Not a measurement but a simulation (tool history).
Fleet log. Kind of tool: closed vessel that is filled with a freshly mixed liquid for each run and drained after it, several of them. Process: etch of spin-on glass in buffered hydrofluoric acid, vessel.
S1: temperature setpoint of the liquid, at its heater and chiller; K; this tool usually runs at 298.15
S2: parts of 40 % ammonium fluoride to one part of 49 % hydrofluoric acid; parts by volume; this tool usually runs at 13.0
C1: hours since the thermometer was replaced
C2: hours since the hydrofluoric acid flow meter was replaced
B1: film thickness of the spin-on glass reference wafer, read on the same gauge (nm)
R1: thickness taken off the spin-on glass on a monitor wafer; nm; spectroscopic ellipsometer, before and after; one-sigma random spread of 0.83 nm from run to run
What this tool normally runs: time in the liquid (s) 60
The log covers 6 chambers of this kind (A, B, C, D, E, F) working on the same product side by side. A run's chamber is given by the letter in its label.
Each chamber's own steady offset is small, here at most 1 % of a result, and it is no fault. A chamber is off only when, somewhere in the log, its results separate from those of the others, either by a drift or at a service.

{"run": "1C", "hour": 5.4, "S1": 298.15, "S2": 13.0, "time in the liquid (s)": 60, "C1": 492.5, "C2": 295.0, "B1": 99.987, "R1": 109.77}
{"run": "2F", "hour": 9.9, "S1": 298.15, "S2": 13.0, "time in the liquid (s)": 60, "C1": 181.7, "C2": 105.3, "B1": 99.996, "R1": 109.89}
{"run": "3E", "hour": 15.7, "S1": 298.15, "S2": 13.0, "time in the liquid (s)": 60, "C1": 1672.3, "C2": 116.8, "B1": 99.995, "R1": 108.84}
{"run": "4A", "hour": 21.9, "S1": 298.15, "S2": 13.0, "time in the liquid (s)": 60, "C1": 1132.6, "C2": 656.0, "B1": 100.0, "R1": 111.15}
{"run": "5D", "hour": 29.7, "S1": 298.15, "S2": 13.0, "time in the liquid (s)": 60, "C1": 1039.3, "C2": 318.4, "B1": 100.02, "R1": 110.62}
{"run": "6B", "hour": 34.3, "S1": 298.15, "S2": 13.0, "time in the liquid (s)": 60, "C1": 858.3, "C2": 537.8, "B1": 100.0, "R1": 109.52}
{"run": "7E", "hour": 39.7, "S1": 298.15, "S2": 13.0, "time in the liquid (s)": 60, "C1": 1696.3, "C2": 140.8, "B1": 100.01, "R1": 110.04}
{"run": "8A", "hour": 46.4, "S1": 298.15, "S2": 13.0, "time in the liquid (s)": 60, "C1": 1157.1, "C2": 680.5, "B1": 99.991, "R1": 109.46}
{"run": "9C", "hour": 54.9, "S1": 298.15, "S2": 13.0, "time in the liquid (s)": 60, "C1": 542.0, "C2": 344.5, "B1": 99.992, "R1": 110.13}
{"run": "10B", "hour": 63.7, "S1": 298.15, "S2": 13.0, "time in the liquid (s)": 60, "C1": 887.7, "C2": 567.2, "B1": 100.0, "R1": 109.63}
{"run": "11D", "hour": 72.0, "S1": 301.65, "S2": 13.0, "time in the liquid (s)": 45, "C1": 1081.6, "C2": 360.7, "B1": 99.992, "R1": 99.394}
{"run": "12F", "hour": 78.6, "S1": 301.65, "S2": 13.0, "time in the liquid (s)": 45, "C1": 250.4, "C2": 174.0, "B1": 99.995, "R1": 98.468}
{"run": "13A", "hour": 83.6, "S1": 301.65, "S2": 13.0, "time in the liquid (s)": 45, "C1": 1194.3, "C2": 717.7, "B1": 99.99, "R1": 99.701}
{"run": "14B", "hour": 89.6, "S1": 301.65, "S2": 13.0, "time in the liquid (s)": 45, "C1": 913.6, "C2": 593.1, "B1": 99.997, "R1": 99.26}
{"run": "15E", "hour": 97.0, "S1": 301.65, "S2": 13.0, "time in the liquid (s)": 45, "C1": 1753.6, "C2": 198.1, "B1": 99.994, "R1": 98.732}
{"run": "16D", "hour": 102.0, "S1": 301.65, "S2": 13.0, "time in the liquid (s)": 45, "C1": 1111.6, "C2": 390.7, "B1": 100.0, "R1": 99.37}
{"run": "17F", "hour": 108.6, "S1": 298.15, "S2": 16.0, "time in the liquid (s)": 60, "C1": 280.4, "C2": 204.0, "B1": 100.0, "R1": 89.187}
{"run": "18C", "hour": 114.9, "S1": 298.15, "S2": 16.0, "time in the liquid (s)": 60, "C1": 602.0, "C2": 404.5, "B1": 99.983, "R1": 88.357}
{"run": "19E", "hour": 123.4, "S1": 298.15, "S2": 16.0, "time in the liquid (s)": 60, "C1": 1780.0, "C2": 224.5, "B1": 100.01, "R1": 89.77}
{"run": "20B", "hour": 128.8, "S1": 298.15, "S2": 16.0, "time in the liquid (s)": 60, "C1": 952.8, "C2": 632.3, "B1": 100.01, "R1": 89.471}
{"run": "21F", "hour": 135.7, "S1": 298.15, "S2": 16.0, "time in the liquid (s)": 60, "C1": 307.5, "C2": 231.1, "B1": 99.993, "R1": 88.4}
{"hour": 138.3, "done": "chamber D: hydrofluoric acid flow meter replaced"}
{"run": "22C", "hour": 139.8, "S1": 298.15, "S2": 16.0, "time in the liquid (s)": 60, "C1": 626.9, "C2": 429.4, "B1": 100.01, "R1": 89.916}
{"run": "23D", "hour": 146.9, "S1": 298.15, "S2": 13.0, "time in the liquid (s)": 60, "C1": 1156.5, "C2": 8.7, "B1": 99.992, "R1": 107.99}
{"run": "24A", "hour": 152.5, "S1": 298.15, "S2": 13.0, "time in the liquid (s)": 60, "C1": 1263.2, "C2": 786.6, "B1": 100.0, "R1": 109.21}
{"run": "25F", "hour": 160.6, "S1": 298.15, "S2": 13.0, "time in the liquid (s)": 60, "C1": 332.4, "C2": 256.0, "B1": 100.01, "R1": 111.78}
{"run": "26E", "hour": 165.0, "S1": 298.15, "S2": 13.0, "time in the liquid (s)": 60, "C1": 1821.6, "C2": 266.1, "B1": 100.01, "R1": 109.35}
{"run": "27D", "hour": 173.9, "S1": 298.15, "S2": 13.0, "time in the liquid (s)": 60, "C1": 1183.5, "C2": 35.7, "B1": 100.01, "R1": 105.25}
{"run": "28C", "hour": 178.0, "S1": 298.15, "S2": 15.0, "time in the liquid (s)": 45, "C1": 665.1, "C2": 467.6, "B1": 99.995, "R1": 71.197}
{"run": "29A", "hour": 182.0, "S1": 298.15, "S2": 15.0, "time in the liquid (s)": 45, "C1": 1292.7, "C2": 816.1, "B1": 100.0, "R1": 72.847}
{"run": "30B", "hour": 189.0, "S1": 298.15, "S2": 15.0, "time in the liquid (s)": 45, "C1": 1013.0, "C2": 692.5, "B1": 100.01, "R1": 71.237}
{"run": "31B", "hour": 195.7, "S1": 298.15, "S2": 15.0, "time in the liquid (s)": 45, "C1": 1019.7, "C2": 699.2, "B1": 100.01, "R1": 70.467}
{"run": "32F", "hour": 204.1, "S1": 298.15, "S2": 15.0, "time in the liquid (s)": 45, "C1": 375.9, "C2": 299.5, "B1": 100.0, "R1": 72.157}
{"run": "33E", "hour": 212.9, "S1": 298.15, "S2": 15.0, "time in the liquid (s)": 45, "C1": 1869.5, "C2": 314.0, "B1": 100.01, "R1": 71.07}
{"run": "34C", "hour": 219.4, "S1": 298.15, "S2": 13.0, "time in the liquid (s)": 60, "C1": 706.5, "C2": 509.0, "B1": 99.982, "R1": 108.58}
{"run": "35A", "hour": 226.8, "S1": 298.15, "S2": 13.0, "time in the liquid (s)": 60, "C1": 1337.5, "C2": 860.9, "B1": 99.983, "R1": 110.53}
{"run": "36D", "hour": 233.9, "S1": 298.15, "S2": 13.0, "time in the liquid (s)": 60, "C1": 1243.5, "C2": 95.7, "B1": 99.996, "R1": 98.922}
{"run": "37D", "hour": 241.9, "S1": 298.15, "S2": 13.0, "time in the liquid (s)": 60, "C1": 1251.5, "C2": 103.7, "B1": 100.01, "R1": 98.807}
{"run": "38A", "hour": 249.3, "S1": 298.15, "S2": 13.0, "time in the liquid (s)": 60, "C1": 1360.0, "C2": 883.4, "B1": 99.988, "R1": 109.69}
{"run": "39E", "hour": 255.3, "S1": 298.15, "S2": 13.0, "time in the liquid (s)": 60, "C1": 1911.9, "C2": 356.4, "B1": 100.03, "R1": 108.97}

Predict what each chamber gives when all 6 of them run the settings below next.
{"run": "40A", "hour": 261.7, "S1": 298.15, "S2": 8.5, "time in the liquid (s)": 60, "R1": "?"}
{"run": "40B", "hour": 261.7, "S1": 298.15, "S2": 8.5, "time in the liquid (s)": 60, "R1": "?"}
{"run": "40C", "hour": 261.7, "S1": 298.15, "S2": 8.5, "time in the liquid (s)": 60, "R1": "?"}
{"run": "40D", "hour": 261.7, "S1": 298.15, "S2": 8.5, "time in the liquid (s)": 60, "R1": "?"}
{"run": "40E", "hour": 261.7, "S1": 298.15, "S2": 8.5, "time in the liquid (s)": 60, "R1": "?"}
{"run": "40F", "hour": 261.7, "S1": 298.15, "S2": 8.5, "time in the liquid (s)": 60, "R1": "?"}

run=40A R1=161.580
run=40B R1=161.120
run=40C R1=160.110
run=40D R1=143.730
run=40E R1=159.370
run=40F R1=162.140
